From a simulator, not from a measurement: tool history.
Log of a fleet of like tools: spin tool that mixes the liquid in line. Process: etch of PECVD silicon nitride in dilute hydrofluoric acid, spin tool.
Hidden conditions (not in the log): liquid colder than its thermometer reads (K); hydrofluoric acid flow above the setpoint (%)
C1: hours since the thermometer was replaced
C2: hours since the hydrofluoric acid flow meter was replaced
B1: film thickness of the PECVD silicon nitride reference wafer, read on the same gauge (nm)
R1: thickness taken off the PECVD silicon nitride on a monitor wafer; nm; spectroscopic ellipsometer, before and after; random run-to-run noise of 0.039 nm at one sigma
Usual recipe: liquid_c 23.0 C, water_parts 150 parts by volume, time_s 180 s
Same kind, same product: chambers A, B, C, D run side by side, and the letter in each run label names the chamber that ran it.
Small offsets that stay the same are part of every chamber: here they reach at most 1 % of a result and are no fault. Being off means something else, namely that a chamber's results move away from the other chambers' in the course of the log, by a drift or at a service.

run 1D hour=8.8 | liquid_c=23.0 water_parts=150 time_s=180 | C1=399.5 C2=25.8 | B1=70.013 | R1=5.9432
run 2B hour=18.9 | liquid_c=23.0 water_parts=150 time_s=180 | C1=1627.2 C2=2047.4 | B1=69.984 | R1=6.0218
run 3C hour=29.5 | liquid_c=23.0 water_parts=150 time_s=180 | C1=201.3 C2=302.4 | B1=69.996 | R1=6.0966
run 4A hour=36.9 | liquid_c=23.0 water_parts=150 time_s=180 | C1=1433.6 C2=611.5 | B1=69.979 | R1=5.9949
run 5C hour=46.6 | liquid_c=23.0 water_parts=150 time_s=180 | C1=218.4 C2=319.5 | B1=70.016 | R1=6.1070
run 6A hour=56.9 | liquid_c=23.0 water_parts=150 time_s=180 | C1=1453.6 C2=631.5 | B1=70.028 | R1=6.0911
run 7B hour=68.9 | liquid_c=18.5 water_parts=150 time_s=180 | C1=1677.2 C2=2097.4 | B1=69.985 | R1=4.5343
run 8D hour=79.0 | liquid_c=18.5 water_parts=150 time_s=180 | C1=469.7 C2=96.0 | B1=69.988 | R1=4.4372
run 9A hour=89.7 | liquid_c=18.5 water_parts=150 time_s=180 | C1=1486.4 C2=664.3 | B1=70.012 | R1=4.4566
run 10C hour=97.6 | liquid_c=18.5 water_parts=150 time_s=180 | C1=269.4 C2=370.5 | B1=69.979 | R1=4.4342
run 11B hour=112.4 | liquid_c=23.0 water_parts=150 time_s=180 | C1=1720.7 C2=2140.9 | B1=70.032 | R1=6.0106
run 12D hour=120.0 | liquid_c=23.0 water_parts=195 time_s=180 | C1=510.7 C2=137.0 | B1=70.018 | R1=4.6443
run 13D hour=130.6 | liquid_c=23.0 water_parts=195 time_s=180 | C1=521.3 C2=147.6 | B1=70.017 | R1=4.5887
run 14C hour=143.3 | liquid_c=23.0 water_parts=195 time_s=180 | C1=315.1 C2=416.2 | B1=69.986 | R1=4.6620
run 15B hour=155.2 | liquid_c=23.0 water_parts=195 time_s=180 | C1=1763.5 C2=2183.7 | B1=70.018 | R1=4.7243
run 16A hour=164.0 | liquid_c=23.0 water_parts=150 time_s=180 | C1=1560.7 C2=738.6 | B1=70.014 | R1=5.9528
run 17C hour=176.8 | liquid_c=27.0 water_parts=150 time_s=180 | C1=348.6 C2=449.7 | B1=69.989 | R1=7.6660
run 18A hour=186.3 | liquid_c=27.0 water_parts=150 time_s=180 | C1=1583.0 C2=760.9 | B1=70.013 | R1=7.6744
run 19B hour=198.3 | liquid_c=27.0 water_parts=150 time_s=180 | C1=1806.6 C2=2226.8 | B1=70.009 | R1=7.7970
run 20D hour=210.4 | liquid_c=27.0 water_parts=150 time_s=180 | C1=601.1 C2=227.4 | B1=70.030 | R1=7.6826
run 21C hour=220.1 | liquid_c=23.0 water_parts=150 time_s=180 | C1=391.9 C2=493.0 | B1=70.012 | R1=6.0380
run 22B hour=234.2 | liquid_c=23.0 water_parts=150 time_s=180 | C1=1842.5 C2=2262.7 | B1=69.979 | R1=6.1281
run 23A hour=244.0 | liquid_c=23.0 water_parts=150 time_s=180 | C1=1640.7 C2=818.6 | B1=70.012 | R1=6.0763
run 24D hour=251.0 | liquid_c=23.0 water_parts=150 time_s=180 | C1=641.7 C2=268.0 | B1=70.024 | R1=5.8855
run 25B hour=262.4 | liquid_c=24.5 water_parts=150 time_s=100 | C1=1870.7 C2=2290.9 | B1=69.985 | R1=3.7275
run 26D hour=269.8 | liquid_c=24.5 water_parts=150 time_s=100 | C1=660.5 C2=286.8 | B1=70.010 | R1=3.5700
run 27A hour=278.0 | liquid_c=24.5 water_parts=150 time_s=100 | C1=1674.7 C2=852.6 | B1=69.991 | R1=3.7137
run 28C hour=289.0 | liquid_c=24.5 water_parts=150 time_s=100 | C1=460.8 C2=561.9 | B1=70.000 | R1=3.7129
run 29B hour=302.7 | liquid_c=23.0 water_parts=150 time_s=180 | C1=1911.0 C2=2331.2 | B1=69.973 | R1=6.0641
run 30C hour=313.3 | liquid_c=23.0 water_parts=125 time_s=180 | C1=485.1 C2=586.2 | B1=70.018 | R1=7.1351
run 31A hour=324.4 | liquid_c=23.0 water_parts=125 time_s=180 | C1=1721.1 C2=899.0 | B1=69.997 | R1=7.2397
run 32D hour=333.9 | liquid_c=23.0 water_parts=125 time_s=180 | C1=724.6 C2=350.9 | B1=69.990 | R1=6.8887
run 33A hour=347.2 | liquid_c=23.0 water_parts=125 time_s=180 | C1=1743.9 C2=921.8 | B1=69.962 | R1=7.2685
run 34D hour=355.8 | liquid_c=23.0 water_parts=150 time_s=180 | C1=746.5 C2=372.8 | B1=70.032 | R1=5.7110
run 35B hour=364.9 | liquid_c=23.0 water_parts=150 time_s=180 | C1=1973.2 C2=2393.4 | B1=70.039 | R1=6.0552
run 36C hour=378.4 | liquid_c=23.0 water_parts=150 time_s=180 | C1=550.2 C2=651.3 | B1=69.984 | R1=6.0230
run 37A hour=385.2 | liquid_c=23.0 water_parts=150 time_s=180 | C1=1781.9 C2=959.8 | B1=69.980 | R1=6.0226
run 38C hour=399.0 | liquid_c=23.0 water_parts=150 time_s=180 | C1=570.8 C2=671.9 | B1=70.008 | R1=6.0178
run 39D hour=410.7 | liquid_c=23.0 water_parts=150 time_s=180 | C1=801.4 C2=427.7 | B1=69.964 | R1=5.6367
run 40B hour=420.6 | liquid_c=23.0 water_parts=150 time_s=180 | C1=2028.9 C2=2449.1 | B1=70.022 | R1=6.0867
run 41B hour=431.6 | liquid_c=23.0 water_parts=150 time_s=180 | C1=2039.9 C2=2460.1 | B1=69.983 | R1=6.0454
run 42D hour=442.5 | liquid_c=23.0 water_parts=150 time_s=230 | C1=833.2 C2=459.5 | B1=69.996 | R1=7.2162
run 43A hour=451.5 | liquid_c=23.0 water_parts=150 time_s=230 | C1=1848.2 C2=1026.1 | B1=70.018 | R1=7.7300

Which is it: a chamber that has drifted or been left off by a service, a gauge drift common to all chambers, or only each chamber's usual small offset? If a chamber is off, name it and its likeliest cause.

One chamber, D, drifts off from the rest bit by bit.
Likeliest cause: liquid colder than its thermometer reads (K) = 1.07.
It could be hard to tell apart here from: hydrofluoric acid flow below the setpoint (%).

Chamber D could run next with any of the 4 candidate recipes listed below; each alters the usual settings, and their results appear as question marks. Which one brings its results back in line with what the other chambers deliver on the usual settings?
In line here means within this much of the mean the other chambers give on the usual settings: R1 0.1400 nm
run 44D-1 hour=462.3 | liquid_c=23.5 water_parts=145 time_s=180 | R1=?
run 44D-2 hour=462.3 | liquid_c=23.0 water_parts=150 time_s=185 | R1=?
run 44D-3 hour=462.3 | liquid_c=23.0 water_parts=150 time_s=175 | R1=?
run 44D-4 hour=462.3 | liquid_c=22.0 water_parts=150 time_s=180 | R1=?

On the usual settings, the other chambers give on average: R1 6.0360 nm
run=44D-1 R1=5.9967
run=44D-2 R1=5.7645
run=44D-3 R1=5.4529
run=44D-4 R1=5.2471
44D-1 puts the chamber back in line with the other chambers.

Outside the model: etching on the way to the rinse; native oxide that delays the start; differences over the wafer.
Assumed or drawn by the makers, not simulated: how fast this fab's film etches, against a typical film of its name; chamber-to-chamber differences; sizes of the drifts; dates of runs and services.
